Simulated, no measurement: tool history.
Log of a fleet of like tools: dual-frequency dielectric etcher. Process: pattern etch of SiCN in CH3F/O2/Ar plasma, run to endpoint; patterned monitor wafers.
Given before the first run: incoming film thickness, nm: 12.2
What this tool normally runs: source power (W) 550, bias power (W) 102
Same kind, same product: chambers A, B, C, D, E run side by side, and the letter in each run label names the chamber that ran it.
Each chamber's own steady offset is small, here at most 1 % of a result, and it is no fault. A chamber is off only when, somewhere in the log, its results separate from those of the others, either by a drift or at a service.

run   hour  source power (W)  bias power (W)  hours since the last wet clean  hours since the last source power generator calibration  hours since the last bias power generator calibration  endpoint time (s)
 1A    8.3               550             102                           251.6                                                     89.2                                                 3120.5             25.446
      19.0  -- chamber D: bias power generator calibrated
 2E   21.3               550             102                           260.1                                                   1298.9                                                  487.8             25.439
      27.3  -- chamber B: wet clean of the chamber
 3C   34.3               550             102                           443.1                                                   1303.4                                                  381.5             25.491
 4D   44.5               550             102                           256.8                                                   1777.0                                                   25.5             25.543
 5B   58.5               690             121                            31.3                                                    126.1                                                 3033.2             22.013
 6D   71.3               690             121                           283.6                                                   1803.8                                                   52.3             22.116
 7E   80.3               690             121                           319.1                                                   1357.9                                                  546.8             21.921
 8C   88.0               690             121                           496.8                                                   1357.1                                                  435.2             21.976
 9B  101.5               690             121                            74.3                                                    169.1                                                 3076.2             21.942
10A  109.7               550             102                           353.0                                                    190.6                                                 3221.9             25.333
11D  117.3               550             102                           329.6                                                   1849.8                                                   98.3             25.522
     123.0  -- chamber C: wet clean of the chamber
12B  131.1               550             102                           103.9                                                    198.7                                                 3105.8             25.423
13E  138.2               550             102                           377.0                                                   1415.8                                                  604.7             25.544
14C  145.7               550             102                            22.7                                                   1414.8                                                  492.9             26.256
     147.8  -- chamber A: wet clean of the chamber
15A  156.9               550             112                             9.1                                                    237.8                                                 3269.1             24.573
16B  164.7               550             112                           137.5                                                    232.3                                                 3139.4             24.497
17E  173.3               550             112                           412.1                                                   1450.9                                                  639.8             24.568
18A  179.9               550             112                            32.1                                                    260.8                                                 3292.1             24.515
19C  187.8               550             112                            64.8                                                   1456.9                                                  535.0             25.373
20D  194.4               550             102                           406.7                                                   1926.9                                                  175.4             25.632
21A  206.3               470              87                            58.5                                                    287.2                                                 3318.5             28.537
22C  214.4               470              87                            91.4                                                   1483.5                                                  561.6             29.494
23D  225.4               470              87                           437.7                                                   1957.9                                                  206.4             28.654
24E  235.3               470              87                           474.1                                                   1512.9                                                  701.8             28.570
25B  246.6               470              87                           219.4                                                    314.2                                                 3221.3             28.464
     251.4  -- chamber E: wet clean of the chamber
26E  252.9               550             102                             1.5                                                   1530.5                                                  719.4             25.456
     256.8  -- chamber D: wet clean of the chamber
27B  259.3               550             102                           232.1                                                    326.9                                                 3234.0             25.419
28C  268.3               550             102                           145.3                                                   1537.4                                                  615.5             26.257
29D  279.7               550             102                            22.9                                                   2012.2                                                  260.7             25.679
30A  286.3               550             102                           138.5                                                    367.2                                                 3398.5             25.366
31E  293.1               550             102                            41.7                                                   1570.7                                                  759.6             25.478
     293.3  -- chamber B: bias power generator calibrated
32B  302.4               550             102                           275.2                                                    370.0                                                    9.2             25.311
33C  315.7               550             102                           192.7                                                   1584.8                                                  662.9             26.205
34D  326.4               620             102                            69.6                                                   2058.9                                                  307.4             24.380

Predict what each chamber gives when all 5 of them run the settings below next.
35A  336.9               470             102                                                                                                                                                                  ?
35B  336.9               470             102                                                                                                                                                                  ?
35C  336.9               470             102                                                                                                                                                                  ?
35D  336.9               470             102                                                                                                                                                                  ?
35E  336.9               470             102                                                                                                                                                                  ?

run  endpoint time (s)
35A             26.975
35B             26.924
35C             27.638
35D             26.989
35E             26.980
